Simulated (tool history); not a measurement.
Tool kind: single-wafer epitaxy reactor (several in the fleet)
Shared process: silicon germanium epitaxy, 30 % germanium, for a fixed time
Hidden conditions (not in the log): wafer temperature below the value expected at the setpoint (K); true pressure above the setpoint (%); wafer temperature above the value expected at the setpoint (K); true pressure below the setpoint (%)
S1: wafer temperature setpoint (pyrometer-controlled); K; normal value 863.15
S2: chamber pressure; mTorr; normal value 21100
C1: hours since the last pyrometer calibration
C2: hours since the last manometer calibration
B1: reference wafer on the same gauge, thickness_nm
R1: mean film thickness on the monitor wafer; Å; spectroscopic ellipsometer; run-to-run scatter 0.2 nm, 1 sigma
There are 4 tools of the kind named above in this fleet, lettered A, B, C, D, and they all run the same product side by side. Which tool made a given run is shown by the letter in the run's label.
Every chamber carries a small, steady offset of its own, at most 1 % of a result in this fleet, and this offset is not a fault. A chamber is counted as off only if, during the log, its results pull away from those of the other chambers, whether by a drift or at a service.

run 1D hour=5.3 | S1=863.15 S2=21100 | C1=874 C2=328.5 | B1=49.393 | R1=497.25
run 2C hour=9.8 | S1=863.15 S2=21100 | C1=545 C2=303.4 | B1=49.433 | R1=495.63
run 3A hour=14.8 | S1=863.15 S2=21100 | C1=165.2 C2=1600.3 | B1=49.409 | R1=502.21
run 4B hour=20.3 | S1=863.15 S2=21100 | C1=22.8 C2=300 | B1=49.402 | R1=497.51
run 5B hour=25 | S1=876.15 S2=16400 | C1=27.5 C2=304.7 | B1=49.331 | R1=571.1
run 6A hour=32.5 | S1=876.15 S2=16400 | C1=182.9 C2=1618 | B1=49.404 | R1=574.41
run 7D hour=39.2 | S1=876.15 S2=16400 | C1=907.9 C2=362.4 | B1=49.384 | R1=570.59
run 8C hour=44.4 | S1=876.15 S2=16400 | C1=579.6 C2=338 | B1=49.417 | R1=572.93
run 9B hour=48.8 | S1=877.15 S2=21100 | C1=51.3 C2=328.5 | B1=49.395 | R1=640.45
run 10A hour=56.7 | S1=877.15 S2=21100 | C1=207.1 C2=1642.2 | B1=49.453 | R1=653.71
run 11D hour=65.7 | S1=877.15 S2=21100 | C1=934.4 C2=388.9 | B1=49.395 | R1=651.62
run 12C hour=73.1 | S1=877.15 S2=21100 | C1=608.3 C2=366.7 | B1=49.373 | R1=646.47
run 13B hour=81.6 | S1=863.15 S2=21100 | C1=84.1 C2=361.3 | B1=49.404 | R1=498.6
run 14D hour=90 | S1=863.15 S2=21100 | C1=958.7 C2=413.2 | B1=49.378 | R1=501.45
run 15C hour=95.2 | S1=863.15 S2=21100 | C1=630.4 C2=388.8 | B1=49.405 | R1=493.87
run 16A hour=103.6 | S1=863.15 S2=21100 | C1=254 C2=1689.1 | B1=49.412 | R1=502.32
run 17A hour=111.8 | S1=863.15 S2=21100 | C1=262.2 C2=1697.3 | B1=49.414 | R1=500.7
run 18D hour=119.1 | S1=863.15 S2=21100 | C1=987.8 C2=442.3 | B1=49.372 | R1=497.75
run 19C hour=123.4 | S1=863.15 S2=25500 | C1=658.6 C2=417 | B1=49.412 | R1=534.46
run 20B hour=130.9 | S1=863.15 S2=25500 | C1=133.4 C2=410.6 | B1=49.407 | R1=538.47
run 21A hour=135.8 | S1=863.15 S2=25500 | C1=286.2 C2=1721.3 | B1=49.437 | R1=541.61
run 22D hour=143.7 | S1=863.15 S2=25500 | C1=1012.4 C2=466.9 | B1=49.433 | R1=539.71
run 23B hour=149.6 | S1=849.15 S2=19200 | C1=152.1 C2=429.3 | B1=49.345 | R1=366.57
run 24C hour=155.3 | S1=849.15 S2=19200 | C1=690.5 C2=448.9 | B1=49.406 | R1=358.6
run 25A hour=160.2 | S1=849.15 S2=19200 | C1=310.6 C2=1745.7 | B1=49.353 | R1=368.52
run 26B hour=168.3 | S1=849.15 S2=19200 | C1=170.8 C2=448 | B1=49.354 | R1=368.28
run 27D hour=172.3 | S1=863.15 S2=21100 | C1=1041 C2=495.5 | B1=49.371 | R1=500.13
run 28C hour=177.9 | S1=863.15 S2=21100 | C1=713.1 C2=471.5 | B1=49.394 | R1=484.69
-- hour=182.2 chamber A: capacitance manometer re-zeroed and calibrated
run 29C hour=186.3 | S1=863.15 S2=21100 | C1=721.5 C2=479.9 | B1=49.427 | R1=482.87
run 30D hour=192.2 | S1=863.15 S2=21100 | C1=1060.9 C2=515.4 | B1=49.428 | R1=498.09
run 31B hour=200.6 | S1=863.15 S2=21100 | C1=203.1 C2=480.3 | B1=49.402 | R1=495.56
run 32A hour=208.1 | S1=863.15 S2=21100 | C1=358.5 C2=25.9 | B1=49.417 | R1=504.49
-- hour=213.8 chamber D: pyrometer calibrated
run 33C hour=216.4 | S1=863.15 S2=21100 | C1=751.6 C2=510 | B1=49.361 | R1=477.35
run 34B hour=222.6 | S1=863.15 S2=21100 | C1=225.1 C2=502.3 | B1=49.412 | R1=502.43
run 35A hour=230.2 | S1=863.15 S2=21100 | C1=380.6 C2=48 | B1=49.423 | R1=501.99
run 36D hour=234.3 | S1=863.15 S2=21100 | C1=20.6 C2=557.5 | B1=49.441 | R1=497.11
run 37B hour=243 | S1=874.15 S2=18800 | C1=245.5 C2=522.7 | B1=49.385 | R1=578.29

The same settings go to every chamber for the next run, one line per chamber below. Forecast the results for each:
run 38A hour=249.5 | S1=863.15 S2=18000 | R1=?
run 38B hour=249.5 | S1=863.15 S2=18000 | R1=?
run 38C hour=249.5 | S1=863.15 S2=18000 | R1=?
run 38D hour=249.5 | S1=863.15 S2=18000 | R1=?

run=38A R1=475.17
run=38B R1=468.27
run=38C R1=445.56
run=38D R1=466.89
